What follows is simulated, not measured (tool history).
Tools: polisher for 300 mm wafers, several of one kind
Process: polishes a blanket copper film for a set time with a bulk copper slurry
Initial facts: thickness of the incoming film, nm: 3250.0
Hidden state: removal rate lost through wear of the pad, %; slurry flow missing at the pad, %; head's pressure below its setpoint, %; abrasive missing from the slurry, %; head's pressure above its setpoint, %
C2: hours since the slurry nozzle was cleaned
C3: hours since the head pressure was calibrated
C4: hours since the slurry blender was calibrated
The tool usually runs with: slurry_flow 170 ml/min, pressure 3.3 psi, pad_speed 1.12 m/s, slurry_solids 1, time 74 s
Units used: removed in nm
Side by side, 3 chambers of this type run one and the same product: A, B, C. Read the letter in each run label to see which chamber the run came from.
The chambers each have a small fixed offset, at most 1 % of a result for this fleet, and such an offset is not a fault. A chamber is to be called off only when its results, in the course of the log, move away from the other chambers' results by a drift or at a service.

Run 1A, hour 6: usual settings; wafers polished on this pad 499; C2 203; C3 768.2; C4 68.1. Result: removed 755.7 nm.
Run 2C, hour 9.6: usual settings; wafers polished on this pad 787; C2 181.1; C3 471.1; C4 188.6. Result: removed 731.74 nm.
At hour 12.5: chamber B: worn pad replaced by a new one.
Run 3B, hour 15.5: usual settings; wafers polished on this pad 36; C2 557.2; C3 218.4; C4 472.4. Result: removed 769.64 nm.
At hour 16.9: chamber A: worn pad replaced by a new one.
Run 4C, hour 21.9: usual settings; wafers polished on this pad 933; C2 193.4; C3 483.4; C4 200.9. Result: removed 746.74 nm.
Run 5A, hour 26.1: usual settings but slurry_flow 150 ml/min; wafers polished on this pad 108; C2 223.1; C3 788.3; C4 88.2. Result: removed 720.03 nm.
Run 6B, hour 33.3: usual settings but slurry_flow 150 ml/min; wafers polished on this pad 246; C2 575; C3 236.2; C4 490.2. Result: removed 754.68 nm.
Run 7B, hour 37.7: usual settings but slurry_flow 150 ml/min; wafers polished on this pad 298; C2 579.4; C3 240.6; C4 494.6. Result: removed 748.38 nm.
At hour 40.3: chamber B: slurry nozzle cleaned.
Run 8A, hour 45: usual settings; wafers polished on this pad 332; C2 242; C3 807.2; C4 107.1. Result: removed 774.08 nm.
Run 9C, hour 50.2: usual settings; wafers polished on this pad 1267; C2 221.7; C3 511.7; C4 229.2. Result: removed 750.52 nm.
Run 10C, hour 54.6: usual settings; wafers polished on this pad 1319; C2 226.1; C3 516.1; C4 233.6. Result: removed 752.23 nm.
At hour 57.5: chamber A: slurry blender recalibrated.
Run 11A, hour 58.6: usual settings but pressure 2.9 psi, pad_speed 1.44 m/s; wafers polished on this pad 492; C2 255.6; C3 820.8; C4 1.2. Result: removed 853.04 nm.
At hour 62.3: chamber C: worn pad replaced by a new one.
Run 12B, hour 64.3: usual settings but pressure 2.9 psi, pad_speed 1.44 m/s; wafers polished on this pad 612; C2 24; C3 267.2; C4 521.2. Result: removed 855.97 nm.
Run 13A, hour 71.2: usual settings but pressure 2.9 psi, pad_speed 1.44 m/s; wafers polished on this pad 641; C2 268.2; C3 833.4; C4 13.8. Result: removed 865.46 nm.
At hour 71.5: chamber B: slurry blender recalibrated.
At hour 72.7: chamber A: worn pad replaced by a new one.
Run 14B, hour 76.4: usual settings; wafers polished on this pad 755; C2 36.1; C3 279.3; C4 5. Result: removed 747.32 nm.
At hour 78.2: chamber C: slurry blender recalibrated.
Run 15C, hour 79.7: usual settings; wafers polished on this pad 206; C2 251.2; C3 541.2; C4 1.6. Result: removed 759.43 nm.
Run 16A, hour 84.9: usual settings; wafers polished on this pad 145; C2 281.9; C3 847.1; C4 27.5. Result: removed 772.89 nm.
Run 17C, hour 91.1: usual settings; wafers polished on this pad 341; C2 262.6; C3 552.6; C4 13. Result: removed 764.98 nm.
At hour 95.9: chamber B: worn pad replaced by a new one.
Run 18B, hour 96.4: usual settings but pad_speed 0.8 m/s; wafers polished on this pad 6; C2 56.1; C3 299.3; C4 25. Result: removed 530.5 nm.
At hour 98.1: chamber B: head pressure recalibrated.
Run 19A, hour 103.3: usual settings but pad_speed 0.8 m/s; wafers polished on this pad 362; C2 300.3; C3 865.5; C4 45.9. Result: removed 536.18 nm.
Run 20B, hour 107.7: usual settings but pad_speed 0.8 m/s; wafers polished on this pad 140; C2 67.4; C3 9.6; C4 36.3. Result: removed 530.96 nm.
Run 21C, hour 115.1: usual settings; wafers polished on this pad 624; C2 286.6; C3 576.6; C4 37. Result: removed 748.88 nm.
At hour 121.7: chamber A: worn pad replaced by a new one.
At hour 122.8: chamber A: head pressure recalibrated.
Run 22C, hour 122.8: usual settings; wafers polished on this pad 715; C2 294.3; C3 584.3; C4 44.7. Result: removed 741.93 nm.
Run 23A, hour 128.4: usual settings; wafers polished on this pad 80; C2 325.4; C3 5.6; C4 71. Result: removed 678.77 nm.
Run 24B, hour 131.8: usual settings; wafers polished on this pad 425; C2 91.5; C3 33.7; C4 60.4. Result: removed 750.95 nm.
Run 25A, hour 138.5: usual settings; wafers polished on this pad 199; C2 335.5; C3 15.7; C4 81.1. Result: removed 693.42 nm.
Run 26C, hour 142.1: usual settings but pressure 4 psi; wafers polished on this pad 943; C2 313.6; C3 603.6; C4 64. Result: removed 910.93 nm.
Run 27B, hour 148.2: usual settings but pressure 4 psi; wafers polished on this pad 618; C2 107.9; C3 50.1; C4 76.8. Result: removed 917.49 nm.
Run 28B, hour 153.9: usual settings but pressure 4 psi; wafers polished on this pad 686; C2 113.6; C3 55.8; C4 82.5. Result: removed 923.18 nm.
Run 29A, hour 160.7: usual settings but pad_speed 1.26 m/s, slurry_solids 1.15; wafers polished on this pad 461; C2 357.7; C3 37.9; C4 103.3. Result: removed 756.7 nm.
Run 30C, hour 164.6: usual settings but pad_speed 1.26 m/s, slurry_solids 1.15; wafers polished on this pad 1209; C2 336.1; C3 626.1; C4 86.5. Result: removed 868.99 nm.
At hour 165.2: chamber C: worn pad replaced by a new one.
Run 31B, hour 170.3: usual settings but pad_speed 1.26 m/s, slurry_solids 1.15; wafers polished on this pad 880; C2 130; C3 72.2; C4 98.9. Result: removed 885.09 nm.
Run 32C, hour 176.2: usual settings; wafers polished on this pad 130; C2 347.7; C3 637.7; C4 98.1. Result: removed 749.24 nm.
At hour 176.8: chamber A: worn pad replaced by a new one.
Run 33A, hour 182.3: usual settings; wafers polished on this pad 65; C2 379.3; C3 59.5; C4 124.9. Result: removed 678.87 nm.
At hour 183.5: chamber A: slurry blender recalibrated.
Run 34B, hour 187.7: usual settings but slurry_flow 205 ml/min, time 89 s; wafers polished on this pad 1085; C2 147.4; C3 89.6; C4 116.3. Result: removed 943.73 nm.
Run 35A, hour 192.9: usual settings but slurry_flow 205 ml/min, time 89 s; wafers polished on this pad 190; C2 389.9; C3 70.1; C4 9.4. Result: removed 845.37 nm.
Run 36C, hour 198.3: usual settings but slurry_flow 205 ml/min, time 89 s; wafers polished on this pad 391; C2 369.8; C3 659.8; C4 120.2. Result: removed 931.27 nm.

Next, every chamber runs the same settings. What will each give?
Run 37A, hour 203.9: usual settings but pad_speed 1.4 m/s. Result: removed ?.
Run 37B, hour 203.9: usual settings but pad_speed 1.4 m/s. Result: removed ?.
Run 37C, hour 203.9: usual settings but pad_speed 1.4 m/s. Result: removed ?.

run  removed
37A   841.55
37B   933.54
37C   926.31
